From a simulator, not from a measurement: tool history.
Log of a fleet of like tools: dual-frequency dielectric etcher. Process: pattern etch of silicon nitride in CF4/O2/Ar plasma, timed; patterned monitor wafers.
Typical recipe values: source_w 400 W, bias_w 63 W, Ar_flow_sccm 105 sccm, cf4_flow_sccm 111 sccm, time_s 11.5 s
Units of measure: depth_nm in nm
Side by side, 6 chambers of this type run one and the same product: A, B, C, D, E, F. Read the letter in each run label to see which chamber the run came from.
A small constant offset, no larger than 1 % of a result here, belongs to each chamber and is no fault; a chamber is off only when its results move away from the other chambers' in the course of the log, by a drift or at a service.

run   hour  source_w  bias_w  Ar_flow_sccm  cf4_flow_sccm  time_s  hours since the last wet clean  hours since the last source power generator calibration  hours since the last bias power generator calibration  hours since the last Ar flow controller change  hours since the last CF4 flow controller change  read-back reference wafer on the same gauge, depth_nm  depth_nm
 1A   12.3       400      63           105            111    11.5                           525.1                                                   1903.7                                                  687.7                                           106.6                                            335.2                                                 17.411    19.636
 2E   25.2       400      63           105            111    11.5                            83.6                                                    903.4                                                 1577.3                                          2281.5                                           3050.6                                                 17.392    19.797
      27.9  -- chamber A: wet clean of the chamber
 3B   40.5       400      63           105            111    11.5                           317.1                                                   1351.6                                                 1733.4                                           210.5                                           2730.6                                                  17.41    19.886
      48.4  -- chamber D: wet clean of the chamber
 4D   54.5       400      63           105            111    11.5                             6.2                                                    950.7                                                 3968.5                                            4972                                           1408.9                                                 17.395    19.748
 5F     64       400      63           105            111    11.5                           113.8                                                   4288.8                                                   99.9                                          1446.1                                           1102.6                                                 17.418     19.61
 6C   75.1       400      63           105            111    11.5                           237.5                                                   1371.7                                                 3296.2                                          4983.8                                           4267.2                                                 17.416    19.866
 7E   87.7       400      63           105            111    11.5                           146.1                                                    965.9                                                 1639.8                                            2344                                           3113.1                                                 17.396    19.852
 8C  103.5       400      63           105            111    11.5                           265.9                                                   1400.1                                                 3324.6                                          5012.2                                           4295.6                                                 17.397    19.936
 9F  113.8       400      63           105            111    11.5                           163.6                                                   4338.6                                                  149.7                                          1495.9                                           1152.4                                                 17.396    19.585
10A  127.7       400      63           105            111    11.5                            99.9                                                   2019.1                                                  803.1                                             222                                            450.6                                                 17.401    19.775
     129.2  -- chamber B: wet clean of the chamber
11D  143.8       400      63           105            111    11.5                            95.5                                                     1040                                                 4057.8                                          5061.3                                           1498.2                                                 17.404    19.729
12B  150.9       400      63           105            111    11.5                            21.8                                                     1462                                                 1843.8                                           320.9                                             2841                                                 17.395    19.815
13D  161.5       400      63           105            111    11.5                           113.2                                                   1057.7                                                 4075.5                                            5079                                           1515.9                                                 17.395    19.797
14C  171.1       400      63           105            111    11.5                           333.5                                                   1467.7                                                 3392.2                                          5079.8                                           4363.2                                                 17.407    19.868
15B  186.2       400      63           105            111    11.5                            57.1                                                   1497.3                                                 1879.1                                           356.2                                           2876.3                                                 17.417    19.739
16F  194.2       400      63           105            111    11.5                             244                                                     4419                                                  230.1                                          1576.3                                           1232.8                                                 17.413    19.624
17E  206.5       400      63           105            111    11.5                           264.9                                                   1084.7                                                 1758.6                                          2462.8                                           3231.9                                                   17.4    19.742
18A  220.2       400      63           105            111    11.5                           192.4                                                   2111.6                                                  895.6                                           314.5                                            543.1                                                 17.391    19.717
19F  230.7       400      63           105            111    11.5                           280.5                                                   4455.5                                                  266.6                                          1612.8                                           1269.3                                                 17.391    19.609
20D  243.7       400      63           105            111    11.5                           195.4                                                   1139.9                                                 4157.7                                          5161.2                                           1598.1                                                 17.398     19.88
21A  250.7       400      63           105            111    11.5                           222.9                                                   2142.1                                                  926.1                                             345                                            573.6                                                 17.384    19.726
22C  257.7       400      63           105            111    11.5                           420.1                                                   1554.3                                                 3478.8                                          5166.4                                           4449.8                                                 17.407    19.802
23E    268       400      63           128            129    11.5                           326.4                                                   1146.2                                                 1820.1                                          2524.3                                           3293.4                                                 17.411    19.802
24B  278.9       400      63           128            129    11.5                           149.8                                                     1590                                                 1971.8                                           448.9                                             2969                                                 17.395    19.811
25D  288.7       400      63           128            129    11.5                           240.4                                                   1184.9                                                 4202.7                                          5206.2                                           1643.1                                                 17.409    19.557
26F  295.9       400      63           128            129    11.5                           345.7                                                   4520.7                                                  331.8                                            1678                                           1334.5                                                 17.409    19.635
27E  308.5       400      63           128            129    11.5                           366.9                                                   1186.7                                                 1860.6                                          2564.8                                           3333.9                                                 17.403    19.675
28A  322.3       400      63           128            129    11.5                           294.5                                                   2213.7                                                  997.7                                           416.6                                            645.2                                                  17.43     19.55
29B  332.7       400      63           105            111    11.5                           203.6                                                   1643.8                                                 2025.6                                           502.7                                           3022.8                                                 17.369    19.792
30C  340.6       400      63           105            111    11.5                             503                                                   1637.2                                                 3561.7                                          5249.3                                           4532.7                                                 17.418     19.81
     341.3  -- chamber C: wet clean of the chamber
31F  352.8       400      63           105            111    11.5                           402.6                                                   4577.6                                                  388.7                                          1734.9                                           1391.4                                                 17.392    19.657
32C  361.6       400      63           105            111    11.5                            20.3                                                   1658.2                                                 3582.7                                          5270.3                                           4553.7                                                 17.411    19.818
33E  372.2       400      63           105            111    11.5                           430.6                                                   1250.4                                                 1924.3                                          2628.5                                           3397.6                                                 17.407    19.932
34D    387       400      63           105            111    11.5                           338.7                                                   1283.2                                                   4301                                          5304.5                                           1741.4                                                 17.391    19.771
35B  395.4       400      63           105            111    11.5                           266.3                                                   1706.5                                                 2088.3                                           565.4                                           3085.5                                                 17.383    19.862
     399.3  -- chamber D: bias power generator calibrated
36A  408.8       400      63           105            111      10                             381                                                   2300.2                                                 1084.2                                           503.1                                            731.7                                                 17.407    17.229
37E  417.2       400      63           105            111      10                           475.6                                                   1295.4                                                 1969.3                                          2673.5                                           3442.6                                                 17.394    17.115
38A  426.4       400      63           105            111      10                           398.6                                                   2317.8                                                 1101.8                                           520.7                                            749.3                                                 17.406    17.019
39F  436.4       400      63           105            111      10                           486.2                                                   4661.2                                                  472.3                                          1818.5                                             1475                                                 17.388    17.128
     443.7  -- chamber D: wet clean of the chamber
40B  447.3       400      63           105            111      10                           318.2                                                   1758.4                                                 2140.2                                           617.3                                           3137.4                                                 17.407    17.339
41D  457.6       400      63           105            111      10                              14                                                   1353.8                                                   58.3                                          5375.1                                             1812                                                 17.397     17.24
42C    466       400      63           105            111    11.5                           124.7                                                   1762.6                                                 3687.1                                          5374.7                                           4658.1                                                 17.384    20.017

Each of the 6 chambers runs these same settings next. Fill in every chamber's results:
43A  477.6       400      76           105            111    11.5                                                                                                                                                                                                                                                                                                                 ?
43B  477.6       400      76           105            111    11.5                                                                                                                                                                                                                                                                                                                 ?
43C  477.6       400      76           105            111    11.5                                                                                                                                                                                                                                                                                                                 ?
43D  477.6       400      76           105            111    11.5                                                                                                                                                                                                                                                                                                                 ?
43E  477.6       400      76           105            111    11.5                                                                                                                                                                                                                                                                                                                 ?
43F  477.6       400      76           105            111    11.5                                                                                                                                                                                                                                                                                                                 ?

run  depth_nm
43A     21.18
43B      21.3
43C    21.437
43D    21.335
43E    21.353
43F    21.161
